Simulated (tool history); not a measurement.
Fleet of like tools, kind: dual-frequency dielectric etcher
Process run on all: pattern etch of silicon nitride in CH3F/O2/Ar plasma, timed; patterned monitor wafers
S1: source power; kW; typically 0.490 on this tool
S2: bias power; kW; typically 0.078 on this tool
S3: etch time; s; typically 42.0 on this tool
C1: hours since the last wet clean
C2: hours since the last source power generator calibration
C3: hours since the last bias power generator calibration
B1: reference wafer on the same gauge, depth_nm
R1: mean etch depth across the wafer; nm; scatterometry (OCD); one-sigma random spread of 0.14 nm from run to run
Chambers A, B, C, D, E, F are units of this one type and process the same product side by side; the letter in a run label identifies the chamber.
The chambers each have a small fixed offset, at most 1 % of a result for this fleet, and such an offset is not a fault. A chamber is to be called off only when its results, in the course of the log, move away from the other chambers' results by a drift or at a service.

run	hour	S1	S2	S3	C1	C2	C3	B1	R1
1C	7.1	0.490	0.078	42.0	51.2	138.9	187.9	37.396	32.552
2F	17.7	0.490	0.078	42.0	161.1	901.8	1155.0	37.424	32.528
3D	23.9	0.490	0.078	42.0	363.6	350.2	1292.1	37.424	32.974
4E	30.2	0.490	0.078	42.0	306.4	344.7	3351.5	37.430	32.695
5B	38.2	0.490	0.078	42.0	296.4	196.6	3788.5	37.400	32.235
6A	51.6	0.490	0.069	35.0	253.4	1314.8	1876.3	37.402	26.049
7C	64.3	0.490	0.069	35.0	108.4	196.1	245.1	37.387	26.133
8F	76.4	0.490	0.069	35.0	219.8	960.5	1213.7	37.431	26.190
9A	89.1	0.490	0.069	35.0	290.9	1352.3	1913.8	37.419	26.147
10D	102.5	0.490	0.069	35.0	442.2	428.8	1370.7	37.364	26.407
11B	111.5	0.490	0.069	35.0	369.7	269.9	3861.8	37.359	25.946
12E	118.1	0.490	0.078	42.0	394.3	432.6	3439.4	37.419	32.661
13C	126.4	0.550	0.085	42.0	170.5	258.2	307.2	37.378	35.091
14D	134.8	0.550	0.085	42.0	474.5	461.1	1403.0	37.410	35.731
15B	141.2	0.550	0.085	42.0	399.4	299.6	3891.5	37.366	34.878
16A	147.5	0.550	0.085	42.0	349.3	1410.7	1972.2	37.401	35.312
17F	160.3	0.550	0.085	42.0	303.7	1044.4	1297.6	37.379	35.082
18E	169.6	0.550	0.085	42.0	445.8	484.1	3490.9	37.412	34.923
# hour 173.2: chamber B: wet clean of the chamber
19D	176.0	0.490	0.078	42.0	515.7	502.3	1444.2	37.420	32.872
20A	182.6	0.530	0.078	50.5	384.4	1445.8	2007.3	37.389	40.392
21C	193.3	0.530	0.078	50.5	237.4	325.1	374.1	37.404	40.239
22E	200.5	0.530	0.078	50.5	476.7	515.0	3521.8	37.379	40.004
23B	208.0	0.530	0.078	50.5	34.8	366.4	3958.3	37.433	40.321
24F	219.0	0.530	0.078	50.5	362.4	1103.1	1356.3	37.376	40.329
25E	230.2	0.530	0.078	50.5	506.4	544.7	3551.5	37.373	40.171
26D	240.3	0.490	0.078	42.0	580.0	566.6	1508.5	37.412	33.001
# hour 244.9: chamber D: wet clean of the chamber
27C	253.3	0.490	0.078	31.0	297.4	385.1	434.1	37.422	23.874
28B	262.0	0.490	0.078	31.0	88.8	420.4	4012.3	37.404	23.977
29A	273.6	0.490	0.078	31.0	475.4	1536.8	2098.3	37.375	24.205
30F	287.4	0.490	0.078	31.0	430.8	1171.5	1424.7	37.397	24.177
31E	295.6	0.490	0.078	31.0	571.8	610.1	3616.9	37.415	23.807
32F	306.8	0.490	0.078	31.0	450.2	1190.9	1444.1	37.414	24.016
33C	313.9	0.490	0.078	42.0	358.0	445.7	494.7	37.388	32.750
34D	325.3	0.490	0.078	42.0	80.4	651.6	1593.5	37.383	33.129
# hour 334.0: chamber F: bias power generator calibrated
35A	336.3	0.490	0.078	42.0	538.1	1599.5	2161.0	37.398	32.833
36B	342.6	0.490	0.078	42.0	169.4	501.0	4092.9	37.422	32.634
37D	351.6	0.490	0.078	42.0	106.7	677.9	1619.8	37.394	32.988
38F	359.4	0.490	0.078	42.0	502.8	1243.5	25.4	37.362	32.802
39E	367.3	0.490	0.078	42.0	643.5	681.8	3688.6	37.443	31.675
40B	374.3	0.490	0.078	42.0	201.1	532.7	4124.6	37.394	32.704
41C	388.0	0.490	0.078	42.0	432.1	519.8	568.8	37.395	32.572
# hour 392.5: chamber A: wet clean of the chamber
42A	400.0	0.490	0.078	32.5	7.5	1663.2	2224.7	37.375	25.594
43B	408.8	0.490	0.078	32.5	235.6	567.2	4159.1	37.419	25.243
44A	419.8	0.490	0.078	32.5	27.3	1683.0	2244.5	37.433	25.452

Next, every chamber runs the same settings. What will each give?
45A	429.8	0.490	0.078	42.0					?
45B	429.8	0.490	0.078	42.0					?
45C	429.8	0.490	0.078	42.0					?
45D	429.8	0.490	0.078	42.0					?
45E	429.8	0.490	0.078	42.0					?
45F	429.8	0.490	0.078	42.0					?

run	R1
45A	32.758
45B	32.385
45C	32.806
45D	32.819
45E	31.690
45F	32.670
